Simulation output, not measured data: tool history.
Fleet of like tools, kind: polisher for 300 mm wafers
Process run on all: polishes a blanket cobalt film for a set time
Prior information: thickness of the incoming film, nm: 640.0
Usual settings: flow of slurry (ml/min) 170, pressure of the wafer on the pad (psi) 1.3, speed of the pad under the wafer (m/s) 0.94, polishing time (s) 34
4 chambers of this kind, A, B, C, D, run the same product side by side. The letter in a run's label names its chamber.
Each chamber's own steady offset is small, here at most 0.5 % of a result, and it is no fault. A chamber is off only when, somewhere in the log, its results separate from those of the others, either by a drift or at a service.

run	day	flow of slurry (ml/min)	pressure of the wafer on the pad (psi)	speed of the pad under the wafer (m/s)	polishing time (s)	film removed (nm)
# day 0.462: chamber A: slurry nozzle cleaned
1B	0.583	170	1.3	0.94	34	123.7
# day 0.712: chamber D: slurry nozzle cleaned
2C	0.988	170	1.3	0.94	34	124.13
# day 1.112: chamber D: worn pad replaced by a new one
# day 1.438: chamber B: worn pad replaced by a new one
3D	1.554	170	1.3	0.94	34	124.81
4A	1.892	170	1.3	0.94	34	123.33
# day 1.962: chamber C: worn pad replaced by a new one
# day 2.217: chamber A: worn pad replaced by a new one
# day 2.254: chamber D: head pressure recalibrated
5C	2.483	170	1.3	0.94	34	125.48
6B	2.817	170	1.3	0.94	34	123.04
7D	3.404	225	1.6	0.94	34	158.07
8A	3.933	225	1.6	0.94	34	164.92
# day 4.175: chamber D: worn pad replaced by a new one
9B	4.267	225	1.6	0.94	34	159.53
10D	4.583	225	1.6	0.94	34	159.67
11A	4.892	170	1.3	0.94	34	126.13
12C	5.229	170	1.3	0.94	34	125.56
13D	5.496	170	1.3	0.94	34	124.37
# day 5.812: chamber B: worn pad replaced by a new one
# day 5.933: chamber A: worn pad replaced by a new one
14C	5.979	170	1.3	0.94	34	122.26
# day 6.45: chamber C: worn pad replaced by a new one
15B	6.521	170	1.3	0.94	34	125
16A	6.812	170	1.3	0.94	34	124.36
# day 7.171: chamber D: worn pad replaced by a new one
17D	7.358	170	1.3	0.94	34	125.71
18C	7.85	170	1.3	0.94	34	124.56
19B	8.142	170	1.3	0.94	34	125.39
20A	8.6	170	1.3	0.94	34	125.63
21A	9.171	170	1.3	0.94	34	126.14
22D	9.733	170	1.3	0.94	34	126.47
# day 9.779: chamber A: worn pad replaced by a new one
# day 9.85: chamber B: worn pad replaced by a new one
23C	10.258	170	1.3	0.94	34	119.48
# day 10.492: chamber D: worn pad replaced by a new one
24B	10.833	170	1.3	0.94	34	122.99
25C	11.154	170	1.3	0.94	34	123.7
26D	11.596	170	1.3	0.94	34	122.96
# day 11.733: chamber C: worn pad replaced by a new one
27A	11.917	170	1.3	0.94	34	122.39
28B	12.296	170	1.3	0.94	34	123.93
29D	12.712	170	1.3	0.66	34	88.53
# day 12.942: chamber A: worn pad replaced by a new one
# day 12.958: chamber B: slurry nozzle cleaned
30B	13.046	170	1.3	0.66	34	88.335
31A	13.383	170	1.3	0.66	34	85.705
# day 13.421: chamber B: worn pad replaced by a new one
# day 13.525: chamber A: head pressure recalibrated
# day 13.771: chamber D: worn pad replaced by a new one
32C	13.846	170	1.3	0.66	34	86.98
33C	14.362	170	1.3	0.94	34	122.1
34A	14.696	170	1.3	0.94	34	122.72
35B	15.221	170	1.3	0.94	34	122.31
36D	15.65	170	1.3	0.94	34	126.38
37B	15.925	170	1.3	0.72	34	95.26
38C	16.354	170	1.3	0.72	34	93.598
# day 16.879: chamber D: worn pad replaced by a new one
# day 16.933: chamber A: worn pad replaced by a new one
39A	16.95	170	1.3	0.72	34	93.302
40D	17.362	170	1.3	0.72	34	95.876

Decide between three cases: one chamber stands off from its peers, the gauge reading all wafers drifts, or nothing is wrong past each chamber's small offset. Where a chamber is off, say which and what most likely put it there.

The fleet is healthy, with each chamber sitting at its usual small offset and no drift in the gauge.
